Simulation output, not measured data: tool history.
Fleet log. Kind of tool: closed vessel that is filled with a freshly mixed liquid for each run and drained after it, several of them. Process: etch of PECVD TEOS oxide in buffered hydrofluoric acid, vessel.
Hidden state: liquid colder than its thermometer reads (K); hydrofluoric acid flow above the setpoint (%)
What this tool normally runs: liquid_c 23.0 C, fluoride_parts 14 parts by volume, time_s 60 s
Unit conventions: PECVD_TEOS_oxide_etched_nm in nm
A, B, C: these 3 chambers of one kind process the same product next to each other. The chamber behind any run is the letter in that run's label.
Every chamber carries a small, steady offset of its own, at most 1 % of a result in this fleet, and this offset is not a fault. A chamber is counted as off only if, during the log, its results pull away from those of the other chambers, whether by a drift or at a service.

run	hour	liquid_c	fluoride_parts	time_s	hours since the thermometer was replaced	hours since the hydrofluoric acid flow meter was replaced	read-back film thickness of the PECVD TEOS oxide reference wafer, read on the same gauge (nm)	PECVD_TEOS_oxide_etched_nm
1B	4.8	23.0	14	60	1188.1	342.6	60.021	56.527
2C	8.7	23.0	14	60	1775.1	397.7	59.974	55.941
3A	11.7	23.0	14	60	641.3	23.7	59.984	55.766
# hour 16.3: chamber C: thermometer replaced
4C	16.5	23.0	14	60	0.2	405.5	59.987	57.447
5A	20.4	23.0	14	60	650.0	32.4	59.990	55.707
6B	26.4	23.0	14	60	1209.7	364.2	60.004	55.144
# hour 32.2: chamber C: hydrofluoric acid flow meter replaced
7C	33.1	23.0	14	60	16.8	1.0	59.968	56.486
8B	37.2	23.0	14	60	1220.5	375.0	60.021	55.083
9A	41.5	23.0	14	60	671.1	53.5	59.952	56.820
10C	47.9	23.0	16	85	31.6	15.8	59.997	70.714
11A	50.9	23.0	16	85	680.5	62.9	60.011	70.560
12B	56.3	23.0	16	85	1239.6	394.1	59.992	68.994
13A	59.6	23.0	14	60	689.2	71.6	60.048	56.711
14B	64.4	19.5	14	60	1247.7	402.2	60.009	45.222
15C	68.1	19.5	14	60	51.8	36.0	59.963	47.014
16B	73.4	19.5	14	60	1256.7	411.2	60.003	45.109
17C	79.7	23.0	14	60	63.4	47.6	59.970	56.075
18A	85.2	23.0	14	60	714.8	97.2	60.005	55.862
19A	90.8	23.0	14	60	720.4	102.8	60.057	56.885
20C	93.8	23.0	14	60	77.5	61.7	60.023	56.946
21B	100.4	23.0	14	60	1283.7	438.2	59.992	53.859
22B	105.8	23.0	14	60	1289.1	443.6	59.987	53.679
23A	110.2	23.0	14	95	739.8	122.2	60.028	89.080
24C	115.8	23.0	14	95	99.5	83.7	60.043	89.444
25C	121.6	23.0	14	95	105.3	89.5	59.995	88.968
26B	126.4	21.0	12	60	1309.7	464.2	59.954	55.283
27A	132.5	21.0	12	60	762.1	144.5	59.998	58.758
28A	136.5	21.0	12	60	766.1	148.5	59.955	57.771
29B	142.3	23.0	14	60	1325.6	480.1	59.997	52.181
30C	145.3	23.0	14	60	129.0	113.2	60.013	56.381
31A	150.7	26.0	9	60	780.3	162.7	60.013	98.817
32B	156.9	26.0	9	60	1340.2	494.7	59.968	92.132
33C	162.1	26.0	9	60	145.8	130.0	60.011	98.897
34A	166.6	23.0	14	60	796.2	178.6	60.016	56.937
35C	172.1	23.0	14	60	155.8	140.0	59.979	57.065
36B	178.3	23.0	14	60	1361.6	516.1	60.035	51.738
37C	181.3	23.0	14	60	165.0	149.2	60.005	56.048
38A	186.3	23.0	14	60	815.9	198.3	59.961	56.594
39B	189.5	23.0	14	60	1372.8	527.3	60.049	50.125
40A	195.6	23.0	14	60	825.2	207.6	60.016	56.301
41B	198.6	23.0	14	60	1381.9	536.4	59.991	51.297

Is one chamber off against the others, does the gauge drift, or is nothing wrong? If a chamber is off, say which, and what the likeliest cause is.

Chamber B drifts away from the others.
What lies behind it: liquid colder than its thermometer reads (K) = 2.35.
The log may not tell that from: hydrofluoric acid flow below the setpoint (%).

Below are 4 candidate recipes for chamber B's next run, each the usual settings with a change, their results shown as question marks. Which of them brings B's results back in line with what the other chambers give on the usual settings?
In line means no further than this from the other chambers' mean on the usual settings: PECVD_TEOS_oxide_etched_nm 1.900 nm
42B-1	203.4	25.0	14.0	60				?
42B-2	203.4	23.0	14.5	55				?
42B-3	203.4	23.0	13.5	60				?
42B-4	203.4	23.0	14.5	60				?

Mean of the other chambers on the usual settings: PECVD_TEOS_oxide_etched_nm 56.603 nm
run	PECVD_TEOS_oxide_etched_nm
42B-1	55.824
42B-2	44.162
42B-3	51.711
42B-4	48.177
With 42B-1, the chamber falls back in line with the rest.

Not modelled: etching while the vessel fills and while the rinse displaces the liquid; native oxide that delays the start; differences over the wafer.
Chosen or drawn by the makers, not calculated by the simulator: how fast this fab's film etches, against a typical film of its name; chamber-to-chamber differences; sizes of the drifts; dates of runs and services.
